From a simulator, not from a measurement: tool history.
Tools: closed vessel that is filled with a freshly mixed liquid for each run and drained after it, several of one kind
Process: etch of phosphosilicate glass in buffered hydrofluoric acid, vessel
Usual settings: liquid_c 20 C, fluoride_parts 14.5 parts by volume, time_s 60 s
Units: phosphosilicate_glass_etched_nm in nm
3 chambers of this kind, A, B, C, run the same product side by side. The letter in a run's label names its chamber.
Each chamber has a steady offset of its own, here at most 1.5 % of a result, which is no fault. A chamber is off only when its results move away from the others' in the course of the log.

run	hour	liquid_c	fluoride_parts	time_s	read-back film thickness of the phosphosilicate glass reference wafer, read on the same gauge (nm)	phosphosilicate_glass_etched_nm
1C	5.9	20	14.5	60	60.008	307.81
2A	18.8	20	14.5	60	60.011	314.69
3B	25.3	20	14.5	60	60.013	302.4
4C	34	20	14.5	60	59.987	297.82
5A	41.2	20	14.5	60	60.004	310.9
6B	47.9	23	14.5	35	60.012	210.1
7A	54.8	23	14.5	35	59.997	214.63
8C	68.1	23	14.5	35	59.997	209.01
9B	79.2	20	14.5	60	60.018	305.55
10B	92.2	17	11.5	60	59.98	324.62
11C	102.5	17	11.5	60	59.986	323.44
12A	109.6	17	11.5	60	59.994	327.25
13B	117.1	20	14.5	60	60.009	300.88
14C	127	20	14.5	60	60	308.59
15A	137.8	20	14.5	60	60.006	309.73
16B	148.7	20	14.5	60	59.995	303.26
17C	157.8	20	14.5	60	59.997	311.48
18A	168.8	20	14.5	60	59.995	316.26
# hour 176.5: chamber A: hydrofluoric acid flow meter replaced
19B	181.7	20	14.5	60	59.991	299.73
20A	193.9	20	14.5	60	59.982	308.26
21C	201.3	20	14.5	60	60.013	312.99
22C	210.9	20	14.5	60	59.98	314.72
23A	222.2	20	14.5	60	59.971	309
24B	231.6	20	14.5	60	60.021	300.96
25A	238.6	20	14.5	60	60.013	308.75
26B	251.1	20	14.5	60	59.995	306.47
27C	262.7	20	14.5	60	59.993	322.98
28C	270.6	20	14.5	60	60.017	326.11
29A	281.8	20	14.5	60	60.013	309.11
30B	293.4	20	14.5	60	60.023	300.11
31C	303.6	20	14.5	60	60.003	325.19

Is one chamber off against the others, does the gauge drift, or is nothing wrong? If a chamber is off, say which, and what the likeliest cause is.

Chamber C drifts away from the others.
Cause: liquid hotter than its thermometer reads (K) = 1.31.
The log may not tell that from: hydrofluoric acid flow above the setpoint (%).

Here are 4 candidates for chamber C's next run, each the usual settings with a change, their results left as question marks. Which one brings its results back in line with what the others give on the usual settings?
In line means no further than this from the other chambers' mean on the usual settings: phosphosilicate_glass_etched_nm 10 nm
32C-1	313.4	20	14.5	70		?
32C-2	313.4	20	15.5	60		?
32C-3	313.4	21	14.5	60		?
32C-4	313.4	19.5	15	55		?

The other chambers' mean on the usual settings: phosphosilicate_glass_etched_nm 305.99 nm
run	phosphosilicate_glass_etched_nm
32C-1	381.66
32C-2	306.21
32C-3	345.77
32C-4	282.01
32C-2 brings the chamber back in line.
